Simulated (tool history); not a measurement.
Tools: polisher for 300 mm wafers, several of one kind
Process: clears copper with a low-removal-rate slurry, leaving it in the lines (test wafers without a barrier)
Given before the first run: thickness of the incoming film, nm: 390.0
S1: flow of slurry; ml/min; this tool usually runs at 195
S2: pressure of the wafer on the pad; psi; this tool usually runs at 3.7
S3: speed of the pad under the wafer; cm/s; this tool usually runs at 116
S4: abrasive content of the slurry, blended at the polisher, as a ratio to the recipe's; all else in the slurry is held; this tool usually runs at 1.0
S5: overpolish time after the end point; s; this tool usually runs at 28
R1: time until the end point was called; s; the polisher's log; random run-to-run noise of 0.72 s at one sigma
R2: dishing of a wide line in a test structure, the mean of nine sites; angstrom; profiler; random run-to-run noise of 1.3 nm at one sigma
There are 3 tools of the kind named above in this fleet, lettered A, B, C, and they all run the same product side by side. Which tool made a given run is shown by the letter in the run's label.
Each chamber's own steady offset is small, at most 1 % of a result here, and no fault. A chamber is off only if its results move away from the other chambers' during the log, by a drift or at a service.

run	hour	S1	S2	S3	S4	S5	R1	R2
1A	4.8	195	3.7	116	1.0	28	82.074	821.77
2B	9.7	195	3.7	116	1.0	28	83.037	804.24
3C	13.6	195	3.7	116	1.0	28	81.640	799.27
4B	17.8	195	3.7	116	1.0	28	82.841	811.02
5C	20.6	195	3.7	116	1.0	28	82.961	806.68
6A	23.5	195	4.3	116	0.8	28	74.663	881.07
7C	26.5	195	4.3	116	0.8	28	73.708	896.97
# hour 31.7: chamber A: worn pad replaced by a new one
8B	31.9	195	4.3	116	0.8	28	74.740	895.51
# hour 32.6: chamber C: worn pad replaced by a new one
9A	35.9	195	3.7	116	1.0	28	82.844	794.42
10A	39.8	195	3.7	116	1.0	28	83.245	793.33
11C	43.9	195	3.7	116	1.0	28	82.469	803.38
# hour 45.2: chamber B: worn pad replaced by a new one
12B	48.5	195	3.7	116	1.0	28	81.405	825.81
13B	52.9	195	3.7	116	1.0	28	82.801	818.14
14C	57.3	195	3.7	116	1.0	28	81.296	806.43
15A	61.6	135	3.7	116	1.0	28	86.366	760.95
16B	65.8	135	3.7	116	1.0	28	86.898	775.14
# hour 67.6: chamber A: slurry nozzle cleaned
17C	70.6	135	3.7	116	1.0	28	87.361	776.70
18A	77.0	195	3.7	116	1.0	28	82.302	829.67
# hour 77.9: chamber A: slurry blender recalibrated
19B	83.1	195	3.7	116	1.0	28	81.881	816.69
20C	88.0	195	3.7	116	1.0	28	83.215	807.73
21A	92.1	195	3.7	98	1.2	28	92.905	743.71
# hour 94.7: chamber A: worn pad replaced by a new one
22A	95.7	195	3.7	98	1.2	28	91.619	721.07
23B	100.1	195	3.7	98	1.2	28	91.709	752.29
24C	105.1	195	3.7	116	1.0	28	82.381	809.26
25B	109.1	225	3.7	116	1.0	28	80.902	818.52
26A	112.5	225	3.7	116	1.0	28	81.426	798.85
27C	115.5	225	3.7	116	1.0	28	80.510	845.50
# hour 119.2: chamber C: slurry blender recalibrated
28C	120.3	195	3.7	116	1.0	28	82.829	847.40

Next, all 3 chambers run the settings below, one line each with question marks for the results. What does each chamber give?
29A	124.9	195	3.7	154	1.0	28	?	?
29B	124.9	195	3.7	154	1.0	28	?	?
29C	124.9	195	3.7	154	1.0	28	?	?

run	R1	R2
29A	62.152	969.26
29B	62.123	987.84
29C	62.425	964.78

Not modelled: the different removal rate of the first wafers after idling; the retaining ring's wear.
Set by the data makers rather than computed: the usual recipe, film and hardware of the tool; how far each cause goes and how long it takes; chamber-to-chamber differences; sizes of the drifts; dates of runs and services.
